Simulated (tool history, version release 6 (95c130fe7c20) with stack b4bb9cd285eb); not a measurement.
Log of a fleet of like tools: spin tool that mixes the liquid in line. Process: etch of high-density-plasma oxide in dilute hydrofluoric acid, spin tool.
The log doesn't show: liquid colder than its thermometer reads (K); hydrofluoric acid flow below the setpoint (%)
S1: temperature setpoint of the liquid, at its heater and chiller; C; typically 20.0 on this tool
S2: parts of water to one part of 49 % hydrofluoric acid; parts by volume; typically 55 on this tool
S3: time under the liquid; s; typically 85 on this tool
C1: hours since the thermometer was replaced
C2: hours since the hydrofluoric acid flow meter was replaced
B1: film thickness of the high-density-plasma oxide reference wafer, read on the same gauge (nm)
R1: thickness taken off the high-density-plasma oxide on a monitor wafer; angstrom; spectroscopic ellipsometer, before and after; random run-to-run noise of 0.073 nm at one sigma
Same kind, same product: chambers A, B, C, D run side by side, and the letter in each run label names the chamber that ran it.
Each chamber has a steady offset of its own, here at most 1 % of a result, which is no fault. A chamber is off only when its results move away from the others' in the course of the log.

| run | hour | S1 | S2 | S3 | C1 | C2 | B1 | R1 |
|---|---|---|---|---|---|---|---|---|
| 1D | 5.9 | 20.0 | 55 | 85 | 589.3 | 1307.7 | 110.01 | 80.193 |
|  | 6.3 | chamber C: hydrofluoric acid flow meter replaced |
| 2B | 10.1 | 20.0 | 55 | 85 | 1454.5 | 31.8 | 110.04 | 78.260 |
| 3C | 15.2 | 20.0 | 55 | 85 | 2653.0 | 9.0 | 110.00 | 80.299 |
| 4A | 23.1 | 20.0 | 55 | 85 | 833.4 | 865.9 | 109.96 | 81.087 |
| 5C | 28.7 | 20.0 | 55 | 85 | 2666.5 | 22.5 | 110.03 | 81.189 |
| 6A | 35.1 | 20.0 | 55 | 85 | 845.4 | 877.9 | 110.02 | 80.184 |
| 7D | 38.9 | 20.0 | 55 | 85 | 622.3 | 1340.7 | 110.02 | 77.590 |
| 8B | 43.0 | 20.0 | 35 | 85 | 1487.4 | 64.7 | 109.95 | 128.500 |
| 9D | 49.3 | 20.0 | 35 | 85 | 632.7 | 1351.1 | 109.98 | 121.630 |
| 10A | 54.1 | 20.0 | 35 | 85 | 864.4 | 896.9 | 109.99 | 128.620 |
| 11B | 61.1 | 20.0 | 35 | 85 | 1505.5 | 82.8 | 109.99 | 126.790 |
| 12C | 67.5 | 20.0 | 55 | 85 | 2705.3 | 61.3 | 110.02 | 80.878 |
| 13A | 72.1 | 20.0 | 55 | 85 | 882.4 | 914.9 | 109.99 | 81.023 |
| 14B | 79.0 | 20.0 | 55 | 85 | 1523.4 | 100.7 | 110.05 | 79.367 |
| 15C | 86.6 | 20.0 | 55 | 85 | 2724.4 | 80.4 | 109.99 | 79.013 |
| 16D | 91.2 | 20.0 | 55 | 85 | 674.6 | 1393.0 | 109.96 | 73.353 |
| 17C | 96.1 | 20.0 | 55 | 85 | 2733.9 | 89.9 | 109.97 | 79.503 |
| 18A | 103.5 | 20.0 | 55 | 85 | 913.8 | 946.3 | 110.04 | 79.713 |
| 19B | 109.3 | 20.0 | 55 | 85 | 1553.7 | 131.0 | 110.01 | 80.135 |
| 20D | 114.7 | 25.0 | 40 | 85 | 698.1 | 1416.5 | 109.98 | 125.390 |
| 21A | 120.7 | 25.0 | 40 | 85 | 931.0 | 963.5 | 110.01 | 139.390 |
| 22B | 126.1 | 25.0 | 40 | 85 | 1570.5 | 147.8 | 110.03 | 136.730 |
| 23C | 130.8 | 25.0 | 40 | 85 | 2768.6 | 124.6 | 110.00 | 136.690 |
| 24D | 138.4 | 20.0 | 55 | 85 | 721.8 | 1440.2 | 110.01 | 71.757 |
| 25A | 143.2 | 20.0 | 55 | 85 | 953.5 | 986.0 | 110.01 | 78.795 |
| 26D | 150.0 | 20.0 | 55 | 85 | 733.4 | 1451.8 | 109.95 | 70.607 |
|  | 154.4 | chamber B: thermometer replaced |
| 27C | 156.9 | 20.0 | 55 | 85 | 2794.7 | 150.7 | 109.98 | 78.395 |
| 28B | 162.8 | 20.0 | 55 | 85 | 8.4 | 184.5 | 110.01 | 79.847 |
| 29D | 168.0 | 20.0 | 55 | 85 | 751.4 | 1469.8 | 110.00 | 70.368 |

Is one chamber off against the others, does the gauge drift, or is nothing wrong? If a chamber is off, say which, and what the likeliest cause is.

One chamber, D, drifts off from the rest bit by bit.
Most likely cause: hydrofluoric acid flow below the setpoint (%) = 11.1.
From this log alone, it may not be told apart from: liquid colder than its thermometer reads (K).

Here are 4 candidates for chamber D's next run, each the usual settings with a change, their results left as question marks. Which one brings its results back in line with what the others give on the usual settings?
In-line tolerance around the mean of the other chambers on the usual settings: R1 2.500 angstrom
| 30D-1 | 173.7 | 19.5 | 55 | 75 |  |  |  | ? |
| 30D-2 | 173.7 | 20.0 | 55 | 80 |  |  |  | ? |
| 30D-3 | 173.7 | 20.5 | 55 | 95 |  |  |  | ? |
| 30D-4 | 173.7 | 20.0 | 55 | 90 |  |  |  | ? |

The other chambers' mean on the usual settings: R1 79.811 angstrom
| run | R1 |
|---|---|
| 30D-1 | 60.220 |
| 30D-2 | 65.578 |
| 30D-3 | 79.531 |
| 30D-4 | 73.776 |
30D-3 is the one that brings the chamber's results back in line with the other chambers.

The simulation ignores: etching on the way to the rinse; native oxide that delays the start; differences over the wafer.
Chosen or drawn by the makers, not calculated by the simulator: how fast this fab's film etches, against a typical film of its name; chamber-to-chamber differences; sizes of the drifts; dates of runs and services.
